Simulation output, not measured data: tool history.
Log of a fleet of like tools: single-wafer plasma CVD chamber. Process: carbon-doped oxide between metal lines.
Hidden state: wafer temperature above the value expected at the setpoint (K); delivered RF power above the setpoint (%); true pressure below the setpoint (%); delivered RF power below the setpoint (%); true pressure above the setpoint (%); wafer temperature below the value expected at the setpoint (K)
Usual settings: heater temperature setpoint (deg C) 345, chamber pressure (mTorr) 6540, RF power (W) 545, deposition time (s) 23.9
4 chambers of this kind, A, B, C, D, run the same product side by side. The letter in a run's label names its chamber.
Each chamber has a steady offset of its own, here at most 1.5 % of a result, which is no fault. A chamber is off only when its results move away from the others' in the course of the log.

| run | hour | heater temperature setpoint (deg C) | chamber pressure (mTorr) | RF power (W) | deposition time (s) | hours since the last thermocouple change | hours since the last RF generator calibration | hours since the last manometer calibration | read-back reference wafer on the same gauge, thickness_nm | mean film thickness on the monitor wafer (nm) |
|---|---|---|---|---|---|---|---|---|---|---|
| 1A | 9.9 | 345 | 6540 | 545 | 23.9 | 734.0 | 1039.0 | 1129.8 | 124.98 | 134.90 |
| 2C | 19.8 | 345 | 6540 | 545 | 23.9 | 373.1 | 362.8 | 1420.4 | 124.99 | 137.51 |
| 3B | 31.4 | 345 | 6540 | 545 | 23.9 | 362.9 | 393.0 | 649.5 | 125.07 | 136.58 |
| 4D | 39.6 | 345 | 6540 | 545 | 23.9 | 619.4 | 420.3 | 406.7 | 124.96 | 136.10 |
|  | 40.0 | chamber C: capacitance manometer re-zeroed and calibrated |
| 5C | 45.3 | 345 | 6540 | 610 | 21.8 | 398.6 | 388.3 | 5.4 | 125.14 | 133.11 |
| 6B | 57.1 | 345 | 6540 | 610 | 21.8 | 388.6 | 418.7 | 675.2 | 125.00 | 133.39 |
| 7A | 65.6 | 345 | 6540 | 610 | 21.8 | 789.7 | 1094.7 | 1185.5 | 125.14 | 131.03 |
| 8D | 76.0 | 345 | 6540 | 610 | 21.8 | 655.8 | 456.7 | 443.1 | 124.97 | 132.18 |
| 9D | 81.6 | 330 | 6540 | 490 | 23.9 | 661.4 | 462.3 | 448.7 | 125.06 | 132.11 |
| 10A | 91.8 | 330 | 6540 | 490 | 23.9 | 815.9 | 1120.9 | 1211.7 | 125.05 | 132.15 |
|  | 96.9 | chamber A: RF generator calibrated |
| 11B | 99.4 | 330 | 6540 | 490 | 23.9 | 430.9 | 461.0 | 717.5 | 125.05 | 133.65 |
| 12C | 111.1 | 330 | 6540 | 490 | 23.9 | 464.4 | 454.1 | 71.2 | 125.11 | 134.27 |
| 13C | 118.9 | 345 | 6540 | 545 | 23.9 | 472.2 | 461.9 | 79.0 | 124.87 | 136.48 |
| 14D | 126.5 | 360 | 6540 | 545 | 26.7 | 706.3 | 507.2 | 493.6 | 124.99 | 144.63 |
| 15B | 136.4 | 360 | 6540 | 545 | 26.7 | 467.9 | 498.0 | 754.5 | 124.94 | 144.88 |
| 16A | 142.0 | 360 | 6540 | 545 | 26.7 | 866.1 | 45.1 | 1261.9 | 125.04 | 144.68 |
| 17A | 154.2 | 360 | 6540 | 545 | 26.7 | 878.3 | 57.3 | 1274.1 | 124.95 | 144.33 |
| 18B | 166.1 | 345 | 6540 | 545 | 23.9 | 497.6 | 527.7 | 784.2 | 125.01 | 133.94 |
| 19C | 173.3 | 345 | 7260 | 505 | 23.9 | 526.6 | 516.3 | 133.4 | 125.05 | 130.64 |
| 20D | 182.1 | 345 | 7260 | 505 | 23.9 | 761.9 | 562.8 | 549.2 | 125.07 | 129.29 |
| 21D | 193.2 | 345 | 7260 | 505 | 23.9 | 773.0 | 573.9 | 560.3 | 125.01 | 129.57 |
| 22A | 199.5 | 345 | 7260 | 505 | 23.9 | 923.6 | 102.6 | 1319.4 | 124.96 | 129.76 |
| 23B | 208.4 | 345 | 6540 | 590 | 26.0 | 539.9 | 570.0 | 826.5 | 124.92 | 151.45 |
| 24C | 214.2 | 345 | 6540 | 590 | 26.0 | 567.5 | 557.2 | 174.3 | 125.04 | 156.52 |
| 25B | 226.1 | 345 | 6540 | 590 | 26.0 | 557.6 | 587.7 | 844.2 | 124.90 | 152.19 |
| 26A | 231.7 | 345 | 6540 | 590 | 26.0 | 955.8 | 134.8 | 1351.6 | 125.01 | 153.01 |
| 27C | 238.2 | 345 | 6540 | 545 | 23.9 | 591.5 | 581.2 | 198.3 | 125.01 | 138.34 |
| 28D | 248.2 | 345 | 6540 | 545 | 23.9 | 828.0 | 628.9 | 615.3 | 125.03 | 135.05 |
| 29A | 255.6 | 345 | 6540 | 545 | 23.9 | 979.7 | 158.7 | 1375.5 | 124.93 | 134.94 |
| 30D | 261.7 | 345 | 6540 | 545 | 23.9 | 841.5 | 642.4 | 628.8 | 125.07 | 134.62 |
| 31B | 267.6 | 345 | 6540 | 545 | 23.9 | 599.1 | 629.2 | 885.7 | 124.96 | 132.30 |
| 32C | 274.0 | 345 | 6540 | 545 | 23.9 | 627.3 | 617.0 | 234.1 | 125.05 | 138.18 |
| 33D | 282.1 | 345 | 6540 | 545 | 23.9 | 861.9 | 662.8 | 649.2 | 125.00 | 135.19 |

All 4 chambers run these settings next. Forecast each chamber's results:
| 34A | 290.8 | 345 | 6540 | 545 | 23.9 |  |  |  |  | ? |
| 34B | 290.8 | 345 | 6540 | 545 | 23.9 |  |  |  |  | ? |
| 34C | 290.8 | 345 | 6540 | 545 | 23.9 |  |  |  |  | ? |
| 34D | 290.8 | 345 | 6540 | 545 | 23.9 |  |  |  |  | ? |

| run | mean film thickness on the monitor wafer (nm) |
|---|---|
| 34A | 134.74 |
| 34B | 132.13 |
| 34C | 136.51 |
| 34D | 134.55 |
